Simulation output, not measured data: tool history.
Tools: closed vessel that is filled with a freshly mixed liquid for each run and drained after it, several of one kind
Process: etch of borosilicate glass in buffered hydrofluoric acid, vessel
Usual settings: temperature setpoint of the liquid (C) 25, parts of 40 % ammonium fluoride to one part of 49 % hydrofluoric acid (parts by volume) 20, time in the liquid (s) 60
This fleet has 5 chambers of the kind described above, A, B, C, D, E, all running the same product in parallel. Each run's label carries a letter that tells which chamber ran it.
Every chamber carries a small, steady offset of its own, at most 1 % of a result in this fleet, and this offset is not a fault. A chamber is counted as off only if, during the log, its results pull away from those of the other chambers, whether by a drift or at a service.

run   hour  temperature setpoint of the liquid (C)  parts of 40 % ammonium fluoride to one part of 49 % hydrofluoric acid (parts by volume)  time in the liquid (s)  hours since the thermometer was replaced  hours since the hydrofluoric acid flow meter was replaced  read-back film thickness of the borosilicate glass reference wafer, read on the same gauge (nm)  thickness taken off the borosilicate glass on a monitor wafer (nm)
 1E    6.5                                      25                                                                                       20                      60                                     405.2                                                     1367.9                                                                                           50.001                                                              40.063
 2A     14                                      25                                                                                       20                      60                                     355.7                                                      499.1                                                                                           49.994                                                              40.347
 3C   25.2                                      25                                                                                       20                      60                                     635.2                                                     1047.6                                                                                           49.988                                                              40.352
 4D     37                                      25                                                                                       20                      60                                     370.3                                                       1299                                                                                           49.983                                                               39.74
 5B   47.4                                      25                                                                                       20                      60                                     513.5                                                     1902.3                                                                                           50.022                                                               39.59
 6B   55.6                                      25                                                                                       20                      60                                     521.7                                                     1910.5                                                                                           49.998                                                              40.097
 7A   63.1                                      25                                                                                       20                      60                                     404.8                                                      548.2                                                                                           50.014                                                              40.608
 8D   74.2                                      25                                                                                       20                      60                                     407.5                                                     1336.2                                                                                           49.962                                                              39.897
 9C   82.3                                      25                                                                                       20                      35                                     692.3                                                     1104.7                                                                                           50.004                                                              23.259
10E   88.2                                      25                                                                                       20                      35                                     486.9                                                     1449.6                                                                                           50.013                                                              23.256
11A   99.7                                      25                                                                                       20                      35                                     441.4                                                      584.8                                                                                            50.04                                                              23.396
12D  108.2                                      25                                                                                       20                      35                                     441.5                                                     1370.2                                                                                           49.966                                                               23.46
13E  113.7                                      25                                                                                       20                      35                                     512.4                                                     1475.1                                                                                           50.024                                                              23.343
14C  119.6                                      25                                                                                       16                      75                                     729.6                                                       1142                                                                                           49.981                                                              62.011
15B  125.7                                      25                                                                                       16                      75                                     591.8                                                     1980.6                                                                                           50.003                                                               63.27
16D  136.3                                      25                                                                                       16                      75                                     469.6                                                     1398.3                                                                                           49.986                                                              62.189
17C  147.5                                      25                                                                                       16                      75                                     757.5                                                     1169.9                                                                                           49.979                                                              62.331
     149.7  -- chamber E: hydrofluoric acid flow meter replaced
18A  155.9                                      25                                                                                       16                      75                                     497.6                                                        641                                                                                           50.015                                                               63.27
     161.3  -- chamber C: thermometer replaced
19B  161.7                                      25                                                                                       20                      60                                     627.8                                                     2016.6                                                                                           50.025                                                              40.674
20E  168.9                                      25                                                                                       20                      60                                     567.6                                                       19.3                                                                                           49.961                                                              40.034
21A  178.3                                      25                                                                                       20                      60                                       520                                                      663.4                                                                                            50.02                                                              40.195
22E  189.4                                      25                                                                                       20                      60                                     588.1                                                       39.8                                                                                           50.008                                                               40.16
23B  200.1                                      25                                                                                       20                      60                                     666.2                                                       2055                                                                                           49.984                                                              41.232
24C  205.3                                      25                                                                                       20                      60                                      44.1                                                     1227.7                                                                                           50.043                                                              39.873
25D  216.4                                      25                                                                                       20                      60                                     549.7                                                     1478.4                                                                                           49.981                                                              40.632
26A  222.6                                      25                                                                                       20                      60                                     564.3                                                      707.7                                                                                           49.974                                                              40.284
27C  229.9                                      25                                                                                       20                      60                                      68.7                                                     1252.3                                                                                               50                                                              39.789
28D  239.1                                      25                                                                                       20                      60                                     572.4                                                     1501.1                                                                                           49.956                                                              39.864
29B  246.9                                      25                                                                                       20                      60                                       713                                                     2101.8                                                                                           49.973                                                              41.305
30E  252.4                                      25                                                                                       20                      60                                     651.1                                                      102.8                                                                                           49.982                                                              40.432
31C  258.2                                      25                                                                                       20                      60                                        97                                                     1280.6                                                                                           49.979                                                              39.681
32B  266.8                                      25                                                                                       28                      85                                     732.9                                                     2121.7                                                                                           49.971                                                              46.801
     272.3  -- chamber C: hydrofluoric acid flow meter replaced
33A  278.1                                      25                                                                                       28                      85                                     619.8                                                      763.2                                                                                           50.019                                                               45.48
34D  288.7                                      25                                                                                       28                      85                                       622                                                     1550.7                                                                                           50.034                                                              44.689
35E  295.4                                      25                                                                                       28                      85                                     694.1                                                      145.8                                                                                           50.054                                                              44.914
36D    306                                      25                                                                                       28                      85                                     639.3                                                       1568                                                                                           49.921                                                              44.704
37B  311.3                                      25                                                                                       20                      60                                     777.4                                                     2166.2                                                                                           50.001                                                               41.86
38C  317.1                                      25                                                                                       20                      60                                     155.9                                                       44.9                                                                                           50.028                                                              40.472
39A  323.5                                      25                                                                                       20                      60                                     665.2                                                      808.6                                                                                           49.992                                                              39.946

For the next run the whole fleet of 5 chambers uses the same settings. Give each chamber's results:
40A   332                                      25                                                                                     27.5                      60                                                                                                                                                                                                                                                                         ?
40B   332                                      25                                                                                     27.5                      60                                                                                                                                                                                                                                                                         ?
40C   332                                      25                                                                                     27.5                      60                                                                                                                                                                                                                                                                         ?
40D   332                                      25                                                                                     27.5                      60                                                                                                                                                                                                                                                                         ?
40E   332                                      25                                                                                     27.5                      60                                                                                                                                                                                                                                                                         ?

run  thickness taken off the borosilicate glass on a monitor wafer (nm)
40A                                                              32.422
40B                                                              33.688
40C                                                              32.319
40D                                                              32.083
40E                                                              32.457
